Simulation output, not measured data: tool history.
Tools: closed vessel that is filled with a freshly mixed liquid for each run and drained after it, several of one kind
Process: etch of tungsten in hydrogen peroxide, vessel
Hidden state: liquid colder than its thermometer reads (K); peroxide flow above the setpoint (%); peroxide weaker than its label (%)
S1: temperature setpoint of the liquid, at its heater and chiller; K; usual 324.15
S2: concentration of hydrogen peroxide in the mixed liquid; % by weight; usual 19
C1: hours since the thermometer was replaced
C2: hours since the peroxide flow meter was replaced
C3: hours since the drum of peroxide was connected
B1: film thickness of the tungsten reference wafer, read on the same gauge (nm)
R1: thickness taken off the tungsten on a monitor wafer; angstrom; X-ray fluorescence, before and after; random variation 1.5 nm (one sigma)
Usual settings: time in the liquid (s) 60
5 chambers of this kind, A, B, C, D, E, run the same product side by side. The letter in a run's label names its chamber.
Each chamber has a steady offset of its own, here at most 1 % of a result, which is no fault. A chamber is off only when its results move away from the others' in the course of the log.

Run 1E, hour 3.5: usual settings; C1 32.1; C2 1681.3; C3 86.5; B1 30.04. Result: R1 1770.1 angstrom.
Run 2D, hour 7: usual settings; C1 49.1; C2 2206.8; C3 93.5; B1 30.018. Result: R1 1728.7 angstrom.
Run 3A, hour 10.8: usual settings; C1 899; C2 423.5; C3 560.8; B1 29.973. Result: R1 1718.2 angstrom.
Run 4C, hour 15.3: usual settings; C1 426.7; C2 593.3; C3 728.5; B1 30.002. Result: R1 1771.2 angstrom.
Run 5B, hour 21.2: usual settings but S1 330.65 K, time in the liquid (s) 30; C1 958.9; C2 354.6; C3 465.3; B1 29.999. Result: R1 1285.3 angstrom.
Run 6C, hour 24.8: usual settings but S1 330.65 K, time in the liquid (s) 30; C1 436.2; C2 602.8; C3 738; B1 29.968. Result: R1 1309.1 angstrom.
Run 7D, hour 30.9: usual settings but S1 330.65 K, time in the liquid (s) 30; C1 73; C2 2230.7; C3 117.4; B1 30.041. Result: R1 1287.9 angstrom.
Run 8B, hour 34.7: usual settings but S1 330.65 K, time in the liquid (s) 30; C1 972.4; C2 368.1; C3 478.8; B1 30.021. Result: R1 1291.2 angstrom.
Run 9E, hour 40.1: usual settings but S1 330.65 K, time in the liquid (s) 30; C1 68.7; C2 1717.9; C3 123.1; B1 29.975. Result: R1 1270 angstrom.
Run 10A, hour 43.7: usual settings; C1 931.9; C2 456.4; C3 593.7; B1 29.998. Result: R1 1752.7 angstrom.
Run 11E, hour 48.1: usual settings but S1 316.65 K, S2 14.5 % by weight; C1 76.7; C2 1725.9; C3 131.1; B1 29.982. Result: R1 961.51 angstrom.
Run 12C, hour 52: usual settings but S1 316.65 K, S2 14.5 % by weight; C1 463.4; C2 630; C3 765.2; B1 29.965. Result: R1 967.31 angstrom.
Run 13B, hour 57: usual settings but S1 316.65 K, S2 14.5 % by weight; C1 994.7; C2 390.4; C3 501.1; B1 30.007. Result: R1 946.8 angstrom.
Run 14A, hour 59.9: usual settings but S1 316.65 K, S2 14.5 % by weight; C1 948.1; C2 472.6; C3 609.9; B1 30.014. Result: R1 958.38 angstrom.
Run 15D, hour 64.4: usual settings but S1 316.65 K, S2 14.5 % by weight; C1 106.5; C2 2264.2; C3 150.9; B1 30.002. Result: R1 944.46 angstrom.
Run 16A, hour 69.6: usual settings; C1 957.8; C2 482.3; C3 619.6; B1 30.013. Result: R1 1748.4 angstrom.
Run 17E, hour 74.1: usual settings; C1 102.7; C2 1751.9; C3 157.1; B1 29.996. Result: R1 1746.8 angstrom.
Run 18D, hour 78.5: usual settings; C1 120.6; C2 2278.3; C3 165; B1 30.034. Result: R1 1734 angstrom.
Run 19C, hour 84.4: usual settings; C1 495.8; C2 662.4; C3 797.6; B1 30.006. Result: R1 1669.2 angstrom.
Run 20B, hour 89.1: usual settings; C1 1026.8; C2 422.5; C3 533.2; B1 30.004. Result: R1 1772 angstrom.
Run 21B, hour 92.3: usual settings; C1 1030; C2 425.7; C3 536.4; B1 29.987. Result: R1 1767.6 angstrom.
Run 22A, hour 96: usual settings; C1 984.2; C2 508.7; C3 646; B1 29.986. Result: R1 1724.3 angstrom.
Run 23C, hour 100.9: usual settings; C1 512.3; C2 678.9; C3 814.1; B1 29.963. Result: R1 1674.1 angstrom.
Run 24D, hour 106: usual settings; C1 148.1; C2 2305.8; C3 192.5; B1 30.026. Result: R1 1735.5 angstrom.
Run 25E, hour 109.4: usual settings; C1 138; C2 1787.2; C3 192.4; B1 29.987. Result: R1 1728.9 angstrom.
Run 26D, hour 112.7: usual settings; C1 154.8; C2 2312.5; C3 199.2; B1 30.014. Result: R1 1766.3 angstrom.
Run 27A, hour 119.1: usual settings; C1 1007.3; C2 531.8; C3 669.1; B1 29.977. Result: R1 1742.7 angstrom.
Run 28C, hour 123.3: usual settings; C1 534.7; C2 701.3; C3 836.5; B1 30.012. Result: R1 1638.5 angstrom.
Run 29B, hour 128.3: usual settings but S1 318.65 K; C1 1066; C2 461.7; C3 572.4; B1 30.004. Result: R1 1230.1 angstrom.
Run 30E, hour 133.7: usual settings but S1 318.65 K; C1 162.3; C2 1811.5; C3 216.7; B1 30.035. Result: R1 1256.5 angstrom.
At hour 134.6: chamber D: peroxide flow meter replaced.
Run 31C, hour 137.8: usual settings but S1 318.65 K; C1 549.2; C2 715.8; C3 851; B1 30.001. Result: R1 1164.6 angstrom.
Run 32D, hour 142: usual settings but S1 318.65 K; C1 184.1; C2 7.4; C3 228.5; B1 29.994. Result: R1 1231.2 angstrom.

What goes on in this fleet: one chamber off, a drifting gauge, or nothing beyond the chambers' own small offsets? Name the chamber and the cause, if any.

Chamber C drifts away from the others.
Cause: liquid colder than its thermometer reads (K) = 1.28.
The log may not tell that from: peroxide flow below the setpoint (%).

Here are 4 candidates for chamber C's next run, each the usual settings with a change, their results left as question marks. Which one brings its results back in line with what the others give on the usual settings?
In line means no further than this from the other chambers' mean on the usual settings: R1 54 angstrom
Run 33C-1, hour 146.6: usual settings but S1 324.65 K. Result: R1 ?.
Run 33C-2, hour 146.6: usual settings but time in the liquid (s) 65. Result: R1 ?.
Run 33C-3, hour 146.6: usual settings but time in the liquid (s) 55. Result: R1 ?.
Run 33C-4, hour 146.6: usual settings but S1 323.65 K. Result: R1 ?.

The other chambers' mean on the usual settings: R1 1746.8 angstrom
  run      R1
33C-1  1658.8
33C-2    1744
33C-3  1475.7
33C-4  1562.2
33C-2 brings the chamber back in line.
